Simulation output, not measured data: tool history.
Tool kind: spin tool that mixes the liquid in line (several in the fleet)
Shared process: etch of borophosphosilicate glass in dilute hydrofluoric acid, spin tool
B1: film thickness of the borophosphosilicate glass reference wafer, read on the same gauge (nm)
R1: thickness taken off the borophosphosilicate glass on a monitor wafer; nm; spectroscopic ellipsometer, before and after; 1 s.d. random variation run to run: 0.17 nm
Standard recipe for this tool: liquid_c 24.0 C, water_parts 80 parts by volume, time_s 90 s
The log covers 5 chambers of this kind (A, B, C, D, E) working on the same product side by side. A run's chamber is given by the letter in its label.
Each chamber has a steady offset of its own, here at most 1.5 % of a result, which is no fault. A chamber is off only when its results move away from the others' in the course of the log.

{"run": "1E", "hour": 3.8, "liquid_c": 24.0, "water_parts": 80, "time_s": 90, "B1": 49.996, "R1": 39.504}
{"run": "2A", "hour": 7.4, "liquid_c": 24.0, "water_parts": 80, "time_s": 90, "B1": 49.981, "R1": 39.31}
{"run": "3B", "hour": 10.5, "liquid_c": 24.0, "water_parts": 80, "time_s": 90, "B1": 49.996, "R1": 39.398}
{"run": "4C", "hour": 15.4, "liquid_c": 24.0, "water_parts": 80, "time_s": 90, "B1": 50.016, "R1": 39.136}
{"run": "5D", "hour": 18.0, "liquid_c": 21.0, "water_parts": 80, "time_s": 60, "B1": 50.003, "R1": 23.489}
{"run": "6B", "hour": 21.9, "liquid_c": 21.0, "water_parts": 80, "time_s": 60, "B1": 50.019, "R1": 23.318}
{"run": "7A", "hour": 25.5, "liquid_c": 21.0, "water_parts": 80, "time_s": 60, "B1": 50.0, "R1": 23.378}
{"run": "8E", "hour": 31.0, "liquid_c": 21.0, "water_parts": 80, "time_s": 60, "B1": 50.027, "R1": 23.27}
{"run": "9C", "hour": 34.8, "liquid_c": 21.0, "water_parts": 80, "time_s": 60, "B1": 50.024, "R1": 23.05}
{"run": "10D", "hour": 38.5, "liquid_c": 24.0, "water_parts": 80, "time_s": 90, "B1": 50.022, "R1": 39.651}
{"run": "11A", "hour": 42.2, "liquid_c": 24.0, "water_parts": 80, "time_s": 90, "B1": 49.992, "R1": 39.376}
{"run": "12D", "hour": 45.0, "liquid_c": 24.0, "water_parts": 80, "time_s": 90, "B1": 50.047, "R1": 39.6}
{"run": "13E", "hour": 50.1, "liquid_c": 24.0, "water_parts": 65, "time_s": 70, "B1": 50.031, "R1": 38.185}
{"run": "14C", "hour": 55.8, "liquid_c": 24.0, "water_parts": 65, "time_s": 70, "B1": 49.951, "R1": 38.403}
{"run": "15B", "hour": 59.8, "liquid_c": 24.0, "water_parts": 65, "time_s": 70, "B1": 50.003, "R1": 38.674}
{"run": "16E", "hour": 65.5, "liquid_c": 24.0, "water_parts": 65, "time_s": 70, "B1": 49.964, "R1": 39.151}
{"run": "17C", "hour": 68.4, "liquid_c": 24.0, "water_parts": 65, "time_s": 70, "B1": 49.976, "R1": 38.354}
{"run": "18A", "hour": 73.3, "liquid_c": 24.0, "water_parts": 80, "time_s": 90, "B1": 49.986, "R1": 39.458}
{"run": "19B", "hour": 77.6, "liquid_c": 24.0, "water_parts": 80, "time_s": 90, "B1": 49.986, "R1": 39.47}
{"run": "20D", "hour": 81.9, "liquid_c": 24.0, "water_parts": 80, "time_s": 90, "B1": 50.027, "R1": 39.977}
{"run": "21B", "hour": 85.7, "liquid_c": 24.0, "water_parts": 80, "time_s": 90, "B1": 49.976, "R1": 39.376}
{"run": "22D", "hour": 90.0, "liquid_c": 21.5, "water_parts": 80, "time_s": 90, "B1": 50.036, "R1": 35.805}
{"run": "23C", "hour": 94.9, "liquid_c": 21.5, "water_parts": 80, "time_s": 90, "B1": 49.989, "R1": 35.225}
{"run": "24E", "hour": 100.5, "liquid_c": 21.5, "water_parts": 80, "time_s": 90, "B1": 50.014, "R1": 36.8}
{"run": "25A", "hour": 105.6, "liquid_c": 21.5, "water_parts": 80, "time_s": 90, "B1": 49.997, "R1": 35.661}
{"run": "26B", "hour": 108.8, "liquid_c": 21.5, "water_parts": 80, "time_s": 90, "B1": 49.997, "R1": 35.54}
{"run": "27E", "hour": 112.1, "liquid_c": 24.0, "water_parts": 80, "time_s": 90, "B1": 49.94, "R1": 40.927}
{"run": "28C", "hour": 116.6, "liquid_c": 24.0, "water_parts": 80, "time_s": 90, "B1": 49.981, "R1": 39.153}
{"run": "29A", "hour": 119.2, "liquid_c": 24.0, "water_parts": 80, "time_s": 90, "B1": 50.0, "R1": 39.378}
{"run": "30D", "hour": 124.7, "liquid_c": 24.0, "water_parts": 80, "time_s": 90, "B1": 49.992, "R1": 39.689}
{"hour": 129.8, "done": "chamber D: hydrofluoric acid flow meter replaced"}
{"run": "31B", "hour": 130.0, "liquid_c": 24.0, "water_parts": 80, "time_s": 90, "B1": 50.006, "R1": 39.573}
{"run": "32E", "hour": 135.7, "liquid_c": 24.0, "water_parts": 80, "time_s": 90, "B1": 49.987, "R1": 41.63}
{"run": "33C", "hour": 139.1, "liquid_c": 24.0, "water_parts": 80, "time_s": 90, "B1": 49.976, "R1": 39.248}
{"run": "34D", "hour": 144.9, "liquid_c": 24.0, "water_parts": 80, "time_s": 90, "B1": 50.011, "R1": 39.589}
{"run": "35A", "hour": 148.7, "liquid_c": 24.0, "water_parts": 110, "time_s": 130, "B1": 50.039, "R1": 39.866}

Is one chamber out of step, is the gauge drifting, or do the chambers differ by no more than their own small offsets? For an off chamber, give its letter and the likeliest cause.

It is chamber E that slowly wanders off from its peers.
What lies behind it: hydrofluoric acid flow above the setpoint (%) = 5.76.
From this log alone, it may not be told apart from: liquid hotter than its thermometer reads (K).

Below are 4 candidate recipes for chamber E's next run, each the usual settings with a change, their results shown as question marks. Which of them brings E's results back in line with what the other chambers give on the usual settings?
To be in line, a result may differ from the other chambers' mean on the usual settings by at most: R1 0.580 nm
{"run": "36E-1", "hour": 153.0, "liquid_c": 24.0, "water_parts": 80, "time_s": 85, "R1": "?"}
{"run": "36E-2", "hour": 153.0, "liquid_c": 21.5, "water_parts": 80, "time_s": 90, "R1": "?"}
{"run": "36E-3", "hour": 153.0, "liquid_c": 25.5, "water_parts": 80, "time_s": 90, "R1": "?"}
{"run": "36E-4", "hour": 153.0, "liquid_c": 26.5, "water_parts": 80, "time_s": 90, "R1": "?"}

Mean of the other chambers on the usual settings: R1 39.431 nm
run=36E-1 R1=39.608
run=36E-2 R1=37.811
run=36E-3 R1=44.572
run=36E-4 R1=46.412
36E-1 brings the chamber back in line.
